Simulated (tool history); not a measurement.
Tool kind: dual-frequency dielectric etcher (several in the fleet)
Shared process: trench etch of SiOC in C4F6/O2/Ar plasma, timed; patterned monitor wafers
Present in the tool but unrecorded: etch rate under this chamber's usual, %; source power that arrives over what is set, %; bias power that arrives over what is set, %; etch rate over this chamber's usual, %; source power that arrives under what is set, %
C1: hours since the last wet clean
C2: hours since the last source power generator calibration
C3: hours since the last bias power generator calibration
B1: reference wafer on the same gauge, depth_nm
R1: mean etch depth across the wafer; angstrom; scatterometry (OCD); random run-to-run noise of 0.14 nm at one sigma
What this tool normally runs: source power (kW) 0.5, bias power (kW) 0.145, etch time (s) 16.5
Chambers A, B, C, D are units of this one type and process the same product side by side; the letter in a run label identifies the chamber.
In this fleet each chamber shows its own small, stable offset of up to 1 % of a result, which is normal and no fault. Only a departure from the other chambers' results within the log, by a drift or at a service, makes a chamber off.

-- hour=0.5 chamber B: wet clean of the chamber
run 1D hour=6.9 | source_power_(kW)=0.5 bias_power_(kW)=0.145 etch_time_(s)=16.5 | C1=171.1 C2=2244.5 C3=1481.2 | B1=31.204 | R1=347.1
run 2B hour=13 | source_power_(kW)=0.5 bias_power_(kW)=0.145 etch_time_(s)=16.5 | C1=12.6 C2=1887.4 C3=227.1 | B1=31.168 | R1=351.39
run 3C hour=20.2 | source_power_(kW)=0.5 bias_power_(kW)=0.145 etch_time_(s)=16.5 | C1=331.4 C2=1823.3 C3=2136.7 | B1=31.207 | R1=347.79
run 4A hour=28.7 | source_power_(kW)=0.5 bias_power_(kW)=0.145 etch_time_(s)=16.5 | C1=442.3 C2=954 C3=1463 | B1=31.231 | R1=348.08
run 5A hour=33.7 | source_power_(kW)=0.5 bias_power_(kW)=0.145 etch_time_(s)=16.5 | C1=447.3 C2=959 C3=1468 | B1=31.181 | R1=347.85
run 6C hour=41 | source_power_(kW)=0.5 bias_power_(kW)=0.145 etch_time_(s)=16.5 | C1=352.2 C2=1844.1 C3=2157.5 | B1=31.173 | R1=347.5
run 7D hour=46.7 | source_power_(kW)=0.5 bias_power_(kW)=0.145 etch_time_(s)=16.5 | C1=210.9 C2=2284.3 C3=1521 | B1=31.212 | R1=348.58
run 8B hour=52.4 | source_power_(kW)=0.5 bias_power_(kW)=0.145 etch_time_(s)=16.5 | C1=52 C2=1926.8 C3=266.5 | B1=31.182 | R1=350.9
run 9A hour=58.9 | source_power_(kW)=0.39 bias_power_(kW)=0.145 etch_time_(s)=20 | C1=472.5 C2=984.2 C3=1493.2 | B1=31.252 | R1=382.34
run 10C hour=64.9 | source_power_(kW)=0.39 bias_power_(kW)=0.145 etch_time_(s)=20 | C1=376.1 C2=1868 C3=2181.4 | B1=31.184 | R1=382.17
-- hour=72.1 chamber A: wet clean of the chamber
run 11D hour=74.4 | source_power_(kW)=0.39 bias_power_(kW)=0.145 etch_time_(s)=20 | C1=238.6 C2=2312 C3=1548.7 | B1=31.193 | R1=383.29
run 12B hour=83.5 | source_power_(kW)=0.39 bias_power_(kW)=0.145 etch_time_(s)=20 | C1=83.1 C2=1957.9 C3=297.6 | B1=31.232 | R1=382.03
run 13A hour=89.4 | source_power_(kW)=0.5 bias_power_(kW)=0.145 etch_time_(s)=16.5 | C1=17.4 C2=1014.7 C3=1523.7 | B1=31.209 | R1=347.1
run 14D hour=94.9 | source_power_(kW)=0.5 bias_power_(kW)=0.145 etch_time_(s)=16.5 | C1=259.1 C2=2332.5 C3=1569.2 | B1=31.2 | R1=350.05
run 15C hour=101.5 | source_power_(kW)=0.5 bias_power_(kW)=0.178 etch_time_(s)=16.5 | C1=412.7 C2=1904.6 C3=2218 | B1=31.169 | R1=371.52
run 16B hour=108.5 | source_power_(kW)=0.5 bias_power_(kW)=0.178 etch_time_(s)=16.5 | C1=108.1 C2=1982.9 C3=322.6 | B1=31.194 | R1=372.3
run 17B hour=112.9 | source_power_(kW)=0.5 bias_power_(kW)=0.178 etch_time_(s)=16.5 | C1=112.5 C2=1987.3 C3=327 | B1=31.189 | R1=371.7
run 18D hour=122.4 | source_power_(kW)=0.5 bias_power_(kW)=0.178 etch_time_(s)=16.5 | C1=286.6 C2=2360 C3=1596.7 | B1=31.187 | R1=374.22
run 19A hour=131.5 | source_power_(kW)=0.5 bias_power_(kW)=0.145 etch_time_(s)=16.5 | C1=59.5 C2=1056.8 C3=1565.8 | B1=31.214 | R1=349.33
run 20C hour=137.2 | source_power_(kW)=0.5 bias_power_(kW)=0.145 etch_time_(s)=16.5 | C1=448.4 C2=1940.3 C3=2253.7 | B1=31.208 | R1=348.37
run 21D hour=143.7 | source_power_(kW)=0.5 bias_power_(kW)=0.145 etch_time_(s)=16.5 | C1=307.9 C2=2381.3 C3=1618 | B1=31.184 | R1=350.51
run 22A hour=152.6 | source_power_(kW)=0.5 bias_power_(kW)=0.12 etch_time_(s)=16.5 | C1=80.6 C2=1077.9 C3=1586.9 | B1=31.2 | R1=331.77
run 23C hour=158.3 | source_power_(kW)=0.5 bias_power_(kW)=0.12 etch_time_(s)=16.5 | C1=469.5 C2=1961.4 C3=2274.8 | B1=31.167 | R1=329.82
-- hour=158.9 chamber C: bias power generator calibrated
run 24B hour=167.2 | source_power_(kW)=0.5 bias_power_(kW)=0.12 etch_time_(s)=16.5 | C1=166.8 C2=2041.6 C3=381.3 | B1=31.224 | R1=335.3
run 25A hour=175.3 | source_power_(kW)=0.5 bias_power_(kW)=0.12 etch_time_(s)=16.5 | C1=103.3 C2=1100.6 C3=1609.6 | B1=31.174 | R1=331.12
run 26C hour=182.6 | source_power_(kW)=0.5 bias_power_(kW)=0.145 etch_time_(s)=16.5 | C1=493.8 C2=1985.7 C3=23.7 | B1=31.209 | R1=350.08
-- hour=183.7 chamber C: wet clean of the chamber
run 27B hour=188.3 | source_power_(kW)=0.5 bias_power_(kW)=0.145 etch_time_(s)=16.5 | C1=187.9 C2=2062.7 C3=402.4 | B1=31.178 | R1=350.54
run 28D hour=197.2 | source_power_(kW)=0.5 bias_power_(kW)=0.145 etch_time_(s)=16.5 | C1=361.4 C2=2434.8 C3=1671.5 | B1=31.194 | R1=356.56
run 29C hour=203.7 | source_power_(kW)=0.5 bias_power_(kW)=0.145 etch_time_(s)=20 | C1=20.1 C2=2006.8 C3=44.8 | B1=31.222 | R1=422.21
run 30B hour=211.2 | source_power_(kW)=0.5 bias_power_(kW)=0.145 etch_time_(s)=20 | C1=210.8 C2=2085.6 C3=425.3 | B1=31.205 | R1=424.14
run 31D hour=215.5 | source_power_(kW)=0.5 bias_power_(kW)=0.145 etch_time_(s)=20 | C1=379.7 C2=2453.1 C3=1689.8 | B1=31.198 | R1=432.82
run 32A hour=222.8 | source_power_(kW)=0.5 bias_power_(kW)=0.145 etch_time_(s)=20 | C1=150.8 C2=1148.1 C3=1657.1 | B1=31.187 | R1=421.52
run 33C hour=229.8 | source_power_(kW)=0.5 bias_power_(kW)=0.145 etch_time_(s)=16.5 | C1=46.2 C2=2032.9 C3=70.9 | B1=31.157 | R1=345.39
run 34D hour=237.7 | source_power_(kW)=0.5 bias_power_(kW)=0.145 etch_time_(s)=16.5 | C1=401.9 C2=2475.3 C3=1712 | B1=31.193 | R1=357.13
run 35A hour=246.7 | source_power_(kW)=0.5 bias_power_(kW)=0.145 etch_time_(s)=16.5 | C1=174.7 C2=1172 C3=1681 | B1=31.225 | R1=348.45
run 36B hour=253.6 | source_power_(kW)=0.5 bias_power_(kW)=0.145 etch_time_(s)=16.5 | C1=253.2 C2=2128 C3=467.7 | B1=31.198 | R1=351.27
run 37A hour=261.9 | source_power_(kW)=0.5 bias_power_(kW)=0.145 etch_time_(s)=16.5 | C1=189.9 C2=1187.2 C3=1696.2 | B1=31.204 | R1=346.63
run 38D hour=267.4 | source_power_(kW)=0.5 bias_power_(kW)=0.145 etch_time_(s)=16.5 | C1=431.6 C2=2505 C3=1741.7 | B1=31.216 | R1=358.08
run 39B hour=273.7 | source_power_(kW)=0.5 bias_power_(kW)=0.145 etch_time_(s)=16.5 | C1=273.3 C2=2148.1 C3=487.8 | B1=31.199 | R1=350.74
run 40C hour=278.8 | source_power_(kW)=0.5 bias_power_(kW)=0.145 etch_time_(s)=16.5 | C1=95.2 C2=2081.9 C3=119.9 | B1=31.208 | R1=347.87
run 41D hour=283.4 | source_power_(kW)=0.5 bias_power_(kW)=0.145 etch_time_(s)=16.5 | C1=447.6 C2=2521 C3=1757.7 | B1=31.23 | R1=358.61

What goes on in this fleet: one chamber off, a drifting gauge, or nothing beyond the chambers' own small offsets? Name the chamber and the cause, if any.

Chamber D drifts away from the others.
What lies behind it: etch rate over this chamber's usual, % = 3.24.

Chamber D could run next with any of the 4 candidate recipes listed below; each alters the usual settings, and their results appear as question marks. Which one brings its results back in line with what the other chambers deliver on the usual settings?
In-line tolerance around the mean of the other chambers on the usual settings: R1 5 angstrom
run 42D-1 hour=290.4 | source_power_(kW)=0.5 bias_power_(kW)=0.144 etch_time_(s)=16 | R1=?
run 42D-2 hour=290.4 | source_power_(kW)=0.5 bias_power_(kW)=0.146 etch_time_(s)=17 | R1=?
run 42D-3 hour=290.4 | source_power_(kW)=0.46 bias_power_(kW)=0.135 etch_time_(s)=16.5 | R1=?
run 42D-4 hour=290.4 | source_power_(kW)=0.5 bias_power_(kW)=0.171 etch_time_(s)=16.5 | R1=?

What the other chambers average on the usual settings: R1 349.12 angstrom
run=42D-1 R1=347.84
run=42D-2 R1=371.1
run=42D-3 R1=340.39
run=42D-4 R1=377.9
42D-1 puts the chamber back in line with the other chambers.
